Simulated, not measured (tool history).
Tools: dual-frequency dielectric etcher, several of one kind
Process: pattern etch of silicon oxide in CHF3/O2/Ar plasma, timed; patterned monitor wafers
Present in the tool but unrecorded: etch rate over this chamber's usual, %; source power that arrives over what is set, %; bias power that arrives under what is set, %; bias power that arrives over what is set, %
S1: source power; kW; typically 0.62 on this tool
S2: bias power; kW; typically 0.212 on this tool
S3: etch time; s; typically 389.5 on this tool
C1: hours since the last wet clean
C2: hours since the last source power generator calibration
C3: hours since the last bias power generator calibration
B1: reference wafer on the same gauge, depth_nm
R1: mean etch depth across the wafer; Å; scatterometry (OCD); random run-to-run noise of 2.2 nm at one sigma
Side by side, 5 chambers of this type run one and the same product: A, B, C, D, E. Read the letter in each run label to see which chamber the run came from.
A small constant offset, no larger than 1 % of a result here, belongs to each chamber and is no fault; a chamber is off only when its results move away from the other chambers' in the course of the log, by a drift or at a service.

run,hour,S1,S2,S3,C1,C2,C3,B1,R1
1C,6.6,0.62,0.212,389.5,111.2,2330.2,1196.3,976.28,8215.4
2A,19.8,0.62,0.212,389.5,311.5,2145.6,783.4,975.4,8231.8
3E,31,0.62,0.212,389.5,350.2,1866.2,1345.6,976.24,8290.7
4D,40.4,0.62,0.212,389.5,67.6,1157.3,567,975.81,8313.4
5B,48.9,0.62,0.212,389.5,163.1,2095,1961,975.88,8261.8
6D,56.9,0.62,0.212,389.5,84.1,1173.8,583.5,977.08,8306.3
7A,70.2,0.62,0.212,389.5,361.9,2196,833.8,976.54,8238.7
8E,82.5,0.62,0.212,389.5,401.7,1917.7,1397.1,976.11,8293.7
9C,93.2,0.62,0.212,389.5,197.8,2416.8,1282.9,975.12,8245.3
10B,105.9,0.62,0.212,389.5,220.1,2152,2018,975.41,8344.7
11D,115.8,0.62,0.212,389.5,143,1232.7,642.4,975.56,8291.2
12B,122.9,0.62,0.212,389.5,237.1,2169,2035,975.88,8305.7
13C,131.9,0.74,0.178,389.5,236.5,2455.5,1321.6,975.95,8349.6
# hour 134.1: chamber A: wet clean of the chamber
14A,144.2,0.74,0.178,389.5,10.1,2270,907.8,976.37,8289.6
15E,156,0.74,0.178,389.5,475.2,1991.2,1470.6,975.83,8350.9
# hour 157.3: chamber B: source power generator calibrated
16D,166.7,0.74,0.178,389.5,193.9,1283.6,693.3,975.93,8384.6
17C,172.9,0.74,0.178,389.5,277.5,2496.5,1362.6,976.39,8293.7
18E,179.5,0.62,0.212,389.5,498.7,2014.7,1494.1,976.09,8256.8
19B,191.5,0.62,0.212,389.5,305.7,34.3,2103.6,976.45,8320.4
20A,203.5,0.55,0.246,389.5,69.4,2329.3,967.1,975.49,8323.8
21D,215.4,0.55,0.246,389.5,242.6,1332.3,742,976.09,8340.1
22B,227.9,0.55,0.246,389.5,342.1,70.7,2140,975.49,8452.6
23A,235.2,0.55,0.246,389.5,101.1,2361,998.8,976.28,8283.3
24C,241.4,0.55,0.246,389.5,346,2565,1431.1,975.74,8258.1
25E,251.8,0.62,0.212,389.5,571,2087,1566.4,976.41,8256.7
# hour 256.2: chamber D: source power generator calibrated
26C,261.6,0.62,0.212,389.5,366.2,2585.2,1451.3,976.15,8174.6
# hour 263.2: chamber E: wet clean of the chamber
27A,268.7,0.62,0.212,389.5,134.6,2394.5,1032.3,976.32,8216
28B,281.6,0.62,0.212,389.5,395.8,124.4,2193.7,976.17,8439.2
29E,289.7,0.62,0.237,286.5,26.6,2124.9,1604.3,975.98,6296.5
30D,301.3,0.62,0.237,286.5,328.5,45.1,827.9,975.78,6373.2
31D,307.6,0.62,0.237,286.5,334.8,51.4,834.2,976.08,6329.3
32B,318.2,0.62,0.237,286.5,432.4,161,2230.3,975.54,6431.9
33C,330.3,0.62,0.237,286.5,434.9,2653.9,1520,976.1,6292.9

Is one chamber off against the others, does the gauge drift, or is nothing wrong? If a chamber is off, say which, and what the likeliest cause is.

One chamber, B, drifts off from the rest bit by bit.
Cause: etch rate over this chamber's usual, % = 2.14.
The log might look much the same if the cause were instead: bias power that arrives over what is set, %.

Below are 4 candidate recipes for chamber B's next run, each the usual settings with a change, their results shown as question marks. Which of them brings B's results back in line with what the other chambers give on the usual settings?
In line here means within this much of the mean the other chambers give on the usual settings: R1 79 Å
34B-1,339.8,0.61,0.211,378,,,,,?
34B-2,339.8,0.63,0.214,402.5,,,,,?
34B-3,339.8,0.62,0.211,382.5,,,,,?
34B-4,339.8,0.62,0.213,396.5,,,,,?

On the usual settings, the other chambers give on average: R1 8258 Å
run,R1
34B-1,8127
34B-2,8802.4
34B-3,8274.6
34B-4,8605
Change 34B-3 lands the chamber within the allowed miss of the other chambers.

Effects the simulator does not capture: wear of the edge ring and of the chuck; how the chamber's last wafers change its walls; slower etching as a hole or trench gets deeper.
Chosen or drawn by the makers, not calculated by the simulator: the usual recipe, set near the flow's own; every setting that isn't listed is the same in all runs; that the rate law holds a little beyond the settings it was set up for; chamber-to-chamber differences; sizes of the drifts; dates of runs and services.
